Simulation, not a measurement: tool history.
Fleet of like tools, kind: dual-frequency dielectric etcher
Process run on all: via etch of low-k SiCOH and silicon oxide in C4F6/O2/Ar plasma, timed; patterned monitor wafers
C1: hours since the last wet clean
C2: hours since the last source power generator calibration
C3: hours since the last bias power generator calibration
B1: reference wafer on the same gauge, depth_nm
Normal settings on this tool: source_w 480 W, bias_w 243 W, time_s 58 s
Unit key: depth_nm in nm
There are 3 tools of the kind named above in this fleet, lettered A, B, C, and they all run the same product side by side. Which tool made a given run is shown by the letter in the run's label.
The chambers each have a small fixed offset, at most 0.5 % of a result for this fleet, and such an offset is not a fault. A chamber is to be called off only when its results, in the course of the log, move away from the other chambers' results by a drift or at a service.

{"run": "1A", "hour": 9.9, "source_w": 480, "bias_w": 243, "time_s": 58, "C1": 110.4, "C2": 3549.9, "C3": 1119.5, "B1": 184.06, "depth_nm": 177.96}
{"run": "2C", "hour": 17.0, "source_w": 480, "bias_w": 243, "time_s": 58, "C1": 49.9, "C2": 855.6, "C3": 1424.7, "B1": 183.88, "depth_nm": 178.2}
{"run": "3B", "hour": 27.6, "source_w": 480, "bias_w": 243, "time_s": 58, "C1": 289.4, "C2": 676.5, "C3": 2619.1, "B1": 183.82, "depth_nm": 179.97}
{"run": "4C", "hour": 35.9, "source_w": 480, "bias_w": 243, "time_s": 58, "C1": 68.8, "C2": 874.5, "C3": 1443.6, "B1": 183.96, "depth_nm": 178.6}
{"run": "5B", "hour": 41.9, "source_w": 480, "bias_w": 243, "time_s": 58, "C1": 303.7, "C2": 690.8, "C3": 2633.4, "B1": 184.07, "depth_nm": 179.57}
{"run": "6A", "hour": 52.2, "source_w": 480, "bias_w": 243, "time_s": 58, "C1": 152.7, "C2": 3592.2, "C3": 1161.8, "B1": 184.01, "depth_nm": 178.34}
{"hour": 53.9, "done": "chamber B: wet clean of the chamber"}
{"run": "7C", "hour": 60.6, "source_w": 480, "bias_w": 243, "time_s": 58, "C1": 93.5, "C2": 899.2, "C3": 1468.3, "B1": 184.05, "depth_nm": 178.87}
{"run": "8A", "hour": 69.2, "source_w": 480, "bias_w": 243, "time_s": 58, "C1": 169.7, "C2": 3609.2, "C3": 1178.8, "B1": 184.08, "depth_nm": 178.34}
{"run": "9B", "hour": 79.4, "source_w": 480, "bias_w": 243, "time_s": 58, "C1": 25.5, "C2": 728.3, "C3": 2670.9, "B1": 184.11, "depth_nm": 179}
{"run": "10C", "hour": 87.2, "source_w": 480, "bias_w": 243, "time_s": 58, "C1": 120.1, "C2": 925.8, "C3": 1494.9, "B1": 184.11, "depth_nm": 177.82}
{"run": "11A", "hour": 98.6, "source_w": 480, "bias_w": 243, "time_s": 58, "C1": 199.1, "C2": 3638.6, "C3": 1208.2, "B1": 184.02, "depth_nm": 177.93}
{"run": "12B", "hour": 108.6, "source_w": 480, "bias_w": 243, "time_s": 58, "C1": 54.7, "C2": 757.5, "C3": 2700.1, "B1": 184, "depth_nm": 179.35}
{"run": "13B", "hour": 116.3, "source_w": 480, "bias_w": 243, "time_s": 58, "C1": 62.4, "C2": 765.2, "C3": 2707.8, "B1": 184.06, "depth_nm": 178.24}
{"run": "14C", "hour": 121.7, "source_w": 480, "bias_w": 243, "time_s": 58, "C1": 154.6, "C2": 960.3, "C3": 1529.4, "B1": 183.9, "depth_nm": 177.8}
{"run": "15A", "hour": 129.9, "source_w": 480, "bias_w": 243, "time_s": 58, "C1": 230.4, "C2": 3669.9, "C3": 1239.5, "B1": 184.09, "depth_nm": 176.56}
{"run": "16B", "hour": 139.5, "source_w": 480, "bias_w": 243, "time_s": 58, "C1": 85.6, "C2": 788.4, "C3": 2731, "B1": 184.07, "depth_nm": 179.3}
{"run": "17C", "hour": 148.0, "source_w": 480, "bias_w": 243, "time_s": 58, "C1": 180.9, "C2": 986.6, "C3": 1555.7, "B1": 183.99, "depth_nm": 178.67}
{"run": "18A", "hour": 155.0, "source_w": 480, "bias_w": 243, "time_s": 58, "C1": 255.5, "C2": 3695, "C3": 1264.6, "B1": 183.99, "depth_nm": 178.02}
{"run": "19C", "hour": 164.0, "source_w": 480, "bias_w": 243, "time_s": 58, "C1": 196.9, "C2": 1002.6, "C3": 1571.7, "B1": 184.18, "depth_nm": 178.81}
{"hour": 172.0, "done": "chamber A: source power generator calibrated"}
{"run": "20A", "hour": 172.4, "source_w": 480, "bias_w": 243, "time_s": 58, "C1": 272.9, "C2": 0.4, "C3": 1282, "B1": 183.88, "depth_nm": 174.71}
{"run": "21B", "hour": 178.8, "source_w": 480, "bias_w": 243, "time_s": 58, "C1": 124.9, "C2": 827.7, "C3": 2770.3, "B1": 184, "depth_nm": 178.33}
{"run": "22A", "hour": 190.0, "source_w": 440, "bias_w": 192, "time_s": 58, "C1": 290.5, "C2": 18, "C3": 1299.6, "B1": 184.21, "depth_nm": 155.96}
{"run": "23B", "hour": 197.0, "source_w": 440, "bias_w": 192, "time_s": 58, "C1": 143.1, "C2": 845.9, "C3": 2788.5, "B1": 184.02, "depth_nm": 161.06}
{"run": "24C", "hour": 202.7, "source_w": 440, "bias_w": 192, "time_s": 58, "C1": 235.6, "C2": 1041.3, "C3": 1610.4, "B1": 184.12, "depth_nm": 159.93}
{"run": "25A", "hour": 210.3, "source_w": 480, "bias_w": 243, "time_s": 58, "C1": 310.8, "C2": 38.3, "C3": 1319.9, "B1": 184.03, "depth_nm": 173.68}
{"run": "26B", "hour": 221.0, "source_w": 480, "bias_w": 243, "time_s": 58, "C1": 167.1, "C2": 869.9, "C3": 2812.5, "B1": 184.08, "depth_nm": 180.02}
{"run": "27C", "hour": 227.8, "source_w": 480, "bias_w": 243, "time_s": 58, "C1": 260.7, "C2": 1066.4, "C3": 1635.5, "B1": 183.92, "depth_nm": 177.9}
{"run": "28B", "hour": 233.2, "source_w": 480, "bias_w": 243, "time_s": 58, "C1": 179.3, "C2": 882.1, "C3": 2824.7, "B1": 184.06, "depth_nm": 178.55}
{"run": "29C", "hour": 242.3, "source_w": 480, "bias_w": 243, "time_s": 48, "C1": 275.2, "C2": 1080.9, "C3": 1650, "B1": 183.93, "depth_nm": 147.85}
{"run": "30A", "hour": 252.6, "source_w": 480, "bias_w": 243, "time_s": 48, "C1": 353.1, "C2": 80.6, "C3": 1362.2, "B1": 184.18, "depth_nm": 145.02}
{"run": "31C", "hour": 259.2, "source_w": 480, "bias_w": 243, "time_s": 48, "C1": 292.1, "C2": 1097.8, "C3": 1666.9, "B1": 184.09, "depth_nm": 147.8}
{"hour": 264.3, "done": "chamber A: wet clean of the chamber"}
{"run": "32B", "hour": 266.8, "source_w": 480, "bias_w": 243, "time_s": 41, "C1": 212.9, "C2": 915.7, "C3": 2858.3, "B1": 184.02, "depth_nm": 126.17}
{"run": "33A", "hour": 276.5, "source_w": 480, "bias_w": 243, "time_s": 41, "C1": 12.2, "C2": 104.5, "C3": 1386.1, "B1": 183.95, "depth_nm": 123.58}
{"run": "34C", "hour": 283.5, "source_w": 480, "bias_w": 243, "time_s": 41, "C1": 316.4, "C2": 1122.1, "C3": 1691.2, "B1": 184, "depth_nm": 126.47}
{"run": "35B", "hour": 294.7, "source_w": 480, "bias_w": 219, "time_s": 58, "C1": 240.8, "C2": 943.6, "C3": 2886.2, "B1": 184.07, "depth_nm": 172.6}
{"run": "36A", "hour": 301.4, "source_w": 480, "bias_w": 219, "time_s": 58, "C1": 37.1, "C2": 129.4, "C3": 1411, "B1": 184.05, "depth_nm": 168.24}
{"run": "37B", "hour": 312.9, "source_w": 480, "bias_w": 219, "time_s": 58, "C1": 259, "C2": 961.8, "C3": 2904.4, "B1": 184.03, "depth_nm": 173.39}

Which is it: a chamber that has drifted or been left off by a service, a gauge drift common to all chambers, or only each chamber's usual small offset? If a chamber is off, name it and its likeliest cause.

After it was serviced, chamber A no longer matches the other chambers.
Likeliest cause: source power that arrives under what is set, % = 4.22.

Below are 4 candidate recipes for chamber A's next run, each the usual settings with a change, their results shown as question marks. Which of them brings A's results back in line with what the other chambers give on the usual settings?
A result is in line if it is within this distance of the other chambers' mean on the usual settings: depth_nm 1.8 nm
{"run": "38A-1", "hour": 321.1, "source_w": 480, "bias_w": 244, "time_s": 59, "depth_nm": "?"}
{"run": "38A-2", "hour": 321.1, "source_w": 480, "bias_w": 243, "time_s": 57, "depth_nm": "?"}
{"run": "38A-3", "hour": 321.1, "source_w": 430, "bias_w": 243, "time_s": 58, "depth_nm": "?"}
{"run": "38A-4", "hour": 321.1, "source_w": 480, "bias_w": 272, "time_s": 58, "depth_nm": "?"}

Usual-settings mean across the other chambers: depth_nm 178.67 nm
run=38A-1 depth_nm=177.91
run=38A-2 depth_nm=171.65
run=38A-3 depth_nm=167.37
run=38A-4 depth_nm=181.4
The answer is 38A-1, which returns the chamber to within the allowed miss of the others.
